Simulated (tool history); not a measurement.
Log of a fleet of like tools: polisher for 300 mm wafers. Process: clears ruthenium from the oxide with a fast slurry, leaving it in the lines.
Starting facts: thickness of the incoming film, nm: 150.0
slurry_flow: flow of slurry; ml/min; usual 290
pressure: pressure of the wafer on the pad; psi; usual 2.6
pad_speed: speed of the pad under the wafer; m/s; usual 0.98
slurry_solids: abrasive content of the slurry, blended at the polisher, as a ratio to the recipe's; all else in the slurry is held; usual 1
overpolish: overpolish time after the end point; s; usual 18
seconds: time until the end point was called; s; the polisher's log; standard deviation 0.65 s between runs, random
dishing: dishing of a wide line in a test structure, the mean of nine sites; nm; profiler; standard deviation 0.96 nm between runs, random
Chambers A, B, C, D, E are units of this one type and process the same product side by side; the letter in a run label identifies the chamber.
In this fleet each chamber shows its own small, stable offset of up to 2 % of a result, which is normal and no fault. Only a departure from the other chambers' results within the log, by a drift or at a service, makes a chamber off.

run 1C day=0.329 | slurry_flow=290 pressure=2.6 pad_speed=0.98 slurry_solids=1 overpolish=18 | seconds=45.907 dishing=46.166
-- day=0.483 chamber B: head pressure recalibrated
run 2D day=0.696 | slurry_flow=290 pressure=2.6 pad_speed=0.98 slurry_solids=1 overpolish=18 | seconds=45.223 dishing=45.976
run 3E day=0.921 | slurry_flow=290 pressure=2.6 pad_speed=0.98 slurry_solids=1 overpolish=18 | seconds=45.577 dishing=47.188
-- day=1.129 chamber E: worn pad replaced by a new one
run 4B day=1.192 | slurry_flow=290 pressure=2.6 pad_speed=0.98 slurry_solids=1 overpolish=18 | seconds=45.683 dishing=48.802
-- day=1.421 chamber D: worn pad replaced by a new one
run 5A day=1.567 | slurry_flow=290 pressure=2.6 pad_speed=0.98 slurry_solids=1 overpolish=27 | seconds=45.92 dishing=67.381
-- day=1.696 chamber A: worn pad replaced by a new one
run 6A day=1.779 | slurry_flow=290 pressure=2.6 pad_speed=0.98 slurry_solids=1 overpolish=27 | seconds=45.359 dishing=67.257
run 7B day=1.979 | slurry_flow=290 pressure=2.6 pad_speed=0.98 slurry_solids=1 overpolish=27 | seconds=45.88 dishing=68.86
run 8E day=2.154 | slurry_flow=290 pressure=2.6 pad_speed=0.98 slurry_solids=1 overpolish=27 | seconds=45.047 dishing=66.184
run 9D day=2.429 | slurry_flow=290 pressure=2.6 pad_speed=0.98 slurry_solids=1 overpolish=27 | seconds=46.221 dishing=65.991
-- day=2.742 chamber B: worn pad replaced by a new one
run 10C day=2.796 | slurry_flow=290 pressure=2.6 pad_speed=0.98 slurry_solids=1 overpolish=18 | seconds=45.555 dishing=48.275
run 11B day=3.167 | slurry_flow=290 pressure=2.6 pad_speed=0.98 slurry_solids=1 overpolish=18 | seconds=44.878 dishing=49.63
run 12C day=3.35 | slurry_flow=290 pressure=2.6 pad_speed=0.98 slurry_solids=1 overpolish=18 | seconds=45.942 dishing=46.238
-- day=3.458 chamber D: worn pad replaced by a new one
-- day=3.6 chamber C: worn pad replaced by a new one
run 13E day=3.679 | slurry_flow=290 pressure=3.2 pad_speed=0.98 slurry_solids=1 overpolish=18 | seconds=36.424 dishing=56.088
-- day=3.892 chamber E: worn pad replaced by a new one
run 14A day=3.908 | slurry_flow=290 pressure=3.2 pad_speed=0.98 slurry_solids=1 overpolish=18 | seconds=36.699 dishing=56.152
-- day=4.167 chamber A: worn pad replaced by a new one
run 15D day=4.183 | slurry_flow=290 pressure=3.2 pad_speed=0.98 slurry_solids=1 overpolish=18 | seconds=36.575 dishing=57.814
-- day=4.221 chamber E: head pressure recalibrated
run 16A day=4.562 | slurry_flow=290 pressure=3.2 pad_speed=0.98 slurry_solids=1 overpolish=18 | seconds=37.301 dishing=59.116
run 17B day=4.808 | slurry_flow=290 pressure=3.2 pad_speed=0.98 slurry_solids=1 overpolish=18 | seconds=36.845 dishing=57.379
run 18E day=5.121 | slurry_flow=290 pressure=2.6 pad_speed=0.98 slurry_solids=1 overpolish=18 | seconds=45.29 dishing=45.17
-- day=5.129 chamber B: slurry blender recalibrated
run 19D day=5.454 | slurry_flow=290 pressure=2.6 pad_speed=0.98 slurry_solids=1 overpolish=18 | seconds=43.858 dishing=48.452
run 20C day=5.625 | slurry_flow=290 pressure=2.6 pad_speed=0.98 slurry_solids=1 overpolish=18 | seconds=45.758 dishing=45.022
-- day=5.862 chamber D: slurry blender recalibrated
run 21C day=6.004 | slurry_flow=290 pressure=2.6 pad_speed=0.98 slurry_solids=1 overpolish=18 | seconds=45.998 dishing=46.977
-- day=6.079 chamber D: worn pad replaced by a new one
run 22B day=6.196 | slurry_flow=290 pressure=2.6 pad_speed=0.98 slurry_solids=1 overpolish=18 | seconds=46.459 dishing=48.298
-- day=6.367 chamber B: worn pad replaced by a new one
run 23D day=6.375 | slurry_flow=290 pressure=2.6 pad_speed=0.98 slurry_solids=1 overpolish=18 | seconds=42.558 dishing=49.389
-- day=6.546 chamber E: slurry nozzle cleaned
run 24E day=6.746 | slurry_flow=290 pressure=2.6 pad_speed=0.98 slurry_solids=1 overpolish=18 | seconds=45.261 dishing=46.857
run 25A day=6.921 | slurry_flow=290 pressure=2.6 pad_speed=0.98 slurry_solids=1 overpolish=18 | seconds=46.632 dishing=47.493
-- day=6.975 chamber E: worn pad replaced by a new one
run 26A day=7.146 | slurry_flow=290 pressure=2.6 pad_speed=0.98 slurry_solids=1 overpolish=18 | seconds=45.121 dishing=48.196
run 27E day=7.325 | slurry_flow=290 pressure=2.6 pad_speed=0.98 slurry_solids=1 overpolish=18 | seconds=45.374 dishing=47.118
-- day=7.342 chamber A: worn pad replaced by a new one
run 28B day=7.517 | slurry_flow=290 pressure=2.6 pad_speed=0.98 slurry_solids=1 overpolish=18 | seconds=46.108 dishing=47.056
-- day=7.733 chamber C: worn pad replaced by a new one
run 29C day=7.829 | slurry_flow=290 pressure=2.6 pad_speed=0.98 slurry_solids=1.1 overpolish=18 | seconds=44.866 dishing=47.794
run 30D day=8.179 | slurry_flow=290 pressure=2.6 pad_speed=0.98 slurry_solids=1.1 overpolish=18 | seconds=40.238 dishing=53.278
run 31A day=8.55 | slurry_flow=290 pressure=2.6 pad_speed=0.98 slurry_solids=1.1 overpolish=18 | seconds=44.074 dishing=48.779

Next, all 5 chambers run the settings below, one line each with question marks for the results. What does each chamber give?
run 32A day=8.838 | slurry_flow=290 pressure=2.6 pad_speed=0.98 slurry_solids=1 overpolish=28 | seconds=? dishing=?
run 32B day=8.838 | slurry_flow=290 pressure=2.6 pad_speed=0.98 slurry_solids=1 overpolish=28 | seconds=? dishing=?
run 32C day=8.838 | slurry_flow=290 pressure=2.6 pad_speed=0.98 slurry_solids=1 overpolish=28 | seconds=? dishing=?
run 32D day=8.838 | slurry_flow=290 pressure=2.6 pad_speed=0.98 slurry_solids=1 overpolish=28 | seconds=? dishing=?
run 32E day=8.838 | slurry_flow=290 pressure=2.6 pad_speed=0.98 slurry_solids=1 overpolish=28 | seconds=? dishing=?

run=32A seconds=45.151 dishing=69.325
run=32B seconds=46.056 dishing=71.101
run=32C seconds=46.346 dishing=68.587
run=32D seconds=41.145 dishing=75.525
run=32E seconds=46.083 dishing=69.586
